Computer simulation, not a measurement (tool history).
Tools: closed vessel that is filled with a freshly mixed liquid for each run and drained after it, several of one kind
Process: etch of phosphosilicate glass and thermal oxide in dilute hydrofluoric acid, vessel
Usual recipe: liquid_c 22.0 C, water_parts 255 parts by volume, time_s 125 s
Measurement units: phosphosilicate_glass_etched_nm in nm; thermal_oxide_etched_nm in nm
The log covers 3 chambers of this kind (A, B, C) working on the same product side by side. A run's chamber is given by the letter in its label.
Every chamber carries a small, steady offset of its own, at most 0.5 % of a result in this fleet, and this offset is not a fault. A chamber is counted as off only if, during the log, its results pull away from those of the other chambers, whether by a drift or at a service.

run	hour	liquid_c	water_parts	time_s	hours since the thermometer was replaced	hours since the hydrofluoric acid flow meter was replaced	read-back film thickness of the phosphosilicate glass reference wafer, read on the same gauge (nm)	read-back film thickness of the thermal oxide reference wafer, read on the same gauge (nm)	phosphosilicate_glass_etched_nm	thermal_oxide_etched_nm
1B	8.4	22.0	255	125	1172.1	49.9	50.041	80.007	23.178	1.77190
2A	15.1	22.0	255	125	1294.7	205.2	50.011	80.000	23.037	1.77000
3C	19.7	22.0	255	125	387.2	1466.6	50.007	80.012	23.271	1.80160
4B	25.8	22.0	255	125	1189.5	67.3	50.013	79.993	23.331	1.75350
5A	30.8	22.0	255	125	1310.4	220.9	49.979	79.983	23.122	1.73200
6C	36.0	22.0	255	125	403.5	1482.9	49.975	79.998	23.383	1.79200
7A	41.7	22.0	255	125	1321.3	231.8	50.018	79.999	23.162	1.71680
8C	45.7	20.5	255	125	413.2	1492.6	49.980	80.000	22.050	1.69610
9B	51.8	20.5	255	125	1215.5	93.3	50.032	79.982	22.037	1.66350
10A	55.6	20.5	255	125	1335.2	245.7	49.973	80.012	21.842	1.65230
11C	61.3	22.0	255	125	428.8	1508.2	49.948	80.007	23.238	1.78270
12B	68.1	22.0	255	125	1231.8	109.6	50.021	79.989	23.316	1.77950
13C	75.6	22.0	255	125	443.1	1522.5	49.999	80.005	23.531	1.79150
14A	83.3	22.0	255	125	1362.9	273.4	49.999	79.995	23.085	1.77600
15B	89.8	22.0	255	125	1253.5	131.3	49.958	79.990	23.223	1.75770
16B	94.2	22.0	255	125	1257.9	135.7	49.989	80.004	23.165	1.81970
17C	100.9	22.0	295	125	468.4	1547.8	49.960	80.003	19.727	1.53660
18A	105.6	22.0	295	125	1385.2	295.7	49.993	80.003	19.185	1.43510
19A	113.5	22.0	295	125	1393.1	303.6	49.985	79.995	19.286	1.47740
20C	119.7	22.0	165	125	487.2	1566.6	49.996	80.005	40.372	3.06310
21B	124.0	22.0	165	125	1287.7	165.5	50.015	80.000	39.278	2.98380
22A	129.3	22.0	165	125	1408.9	319.4	50.006	79.988	39.376	2.91030
23B	135.6	22.0	255	125	1299.3	177.1	49.999	80.006	23.158	1.76520
24C	141.9	22.0	255	125	509.4	1588.8	50.033	80.008	23.698	1.81540
25A	146.0	22.0	255	125	1425.6	336.1	50.034	79.993	23.321	1.73340
26B	154.4	22.0	255	125	1318.1	195.9	50.021	80.005	23.408	1.77500
27C	158.7	22.0	255	125	526.2	1605.6	49.961	80.000	24.036	1.79940
28B	164.8	25.0	255	60	1328.5	206.3	49.981	80.012	12.335	0.94247
29A	171.5	25.0	255	60	1451.1	361.6	49.993	79.998	12.316	0.92099
30C	178.9	25.0	255	60	546.4	1625.8	49.945	80.000	12.868	0.99380
31C	185.1	19.5	255	125	552.6	1632.0	50.001	80.005	22.067	1.68000
32B	190.7	19.5	255	125	1354.4	232.2	50.050	79.976	21.101	1.59340
33A	196.0	19.5	255	125	1475.6	386.1	50.004	79.983	21.135	1.59540
34C	201.5	22.0	255	125	569.0	1648.4	49.971	79.998	24.080	1.89540
35A	207.4	22.0	255	125	1487.0	397.5	49.954	79.978	23.211	1.79890
36B	213.5	22.0	255	125	1377.2	255.0	50.035	80.009	23.288	1.73600
37A	220.6	22.0	255	125	1500.2	410.7	49.988	79.996	23.082	1.76840
38B	226.7	22.0	255	125	1390.4	268.2	49.997	80.010	23.214	1.76570
39C	234.6	18.0	205	125	602.1	1681.5	50.001	80.017	27.137	2.03160
40B	240.7	18.0	205	125	1404.4	282.2	50.033	80.000	26.203	1.99670
41C	248.8	18.0	205	125	616.3	1695.7	49.937	79.992	27.563	2.07450
42A	254.9	22.0	255	125	1534.5	445.0	49.987	80.010	22.782	1.74300
43B	261.9	22.0	255	170	1425.6	303.4	50.013	80.013	31.630	2.39530
44C	268.8	22.0	255	170	636.3	1715.7	50.020	79.990	33.618	2.54730

Is one chamber off against the others, does the gauge drift, or is nothing wrong? If a chamber is off, say which, and what the likeliest cause is.

Chamber C drifts away from the others.
Most likely cause: liquid hotter than its thermometer reads (K) = 1.6.
Not necessarily distinguishable in this log from: hydrofluoric acid flow above the setpoint (%).

Below are 4 candidate recipes for chamber C's next run, each the usual settings with a change, their results shown as question marks. Which of them brings C's results back in line with what the other chambers give on the usual settings?
In line here means within this much of the mean the other chambers give on the usual settings: phosphosilicate_glass_etched_nm 0.480 nm; thermal_oxide_etched_nm 0.08700 nm
45C-1	275.0	22.0	260	120					?	?
45C-2	275.0	22.0	270	120					?	?
45C-3	275.0	22.0	250	130					?	?
45C-4	275.0	22.0	240	130					?	?

Usual-settings mean across the other chambers: phosphosilicate_glass_etched_nm 23.174 nm; thermal_oxide_etched_nm 1.76000 nm
run	phosphosilicate_glass_etched_nm	thermal_oxide_etched_nm
45C-1	23.162	1.76030
45C-2	22.086	1.67850
45C-3	26.356	2.00300
45C-4	27.730	2.10740
With 45C-1, the chamber falls back in line with the rest.

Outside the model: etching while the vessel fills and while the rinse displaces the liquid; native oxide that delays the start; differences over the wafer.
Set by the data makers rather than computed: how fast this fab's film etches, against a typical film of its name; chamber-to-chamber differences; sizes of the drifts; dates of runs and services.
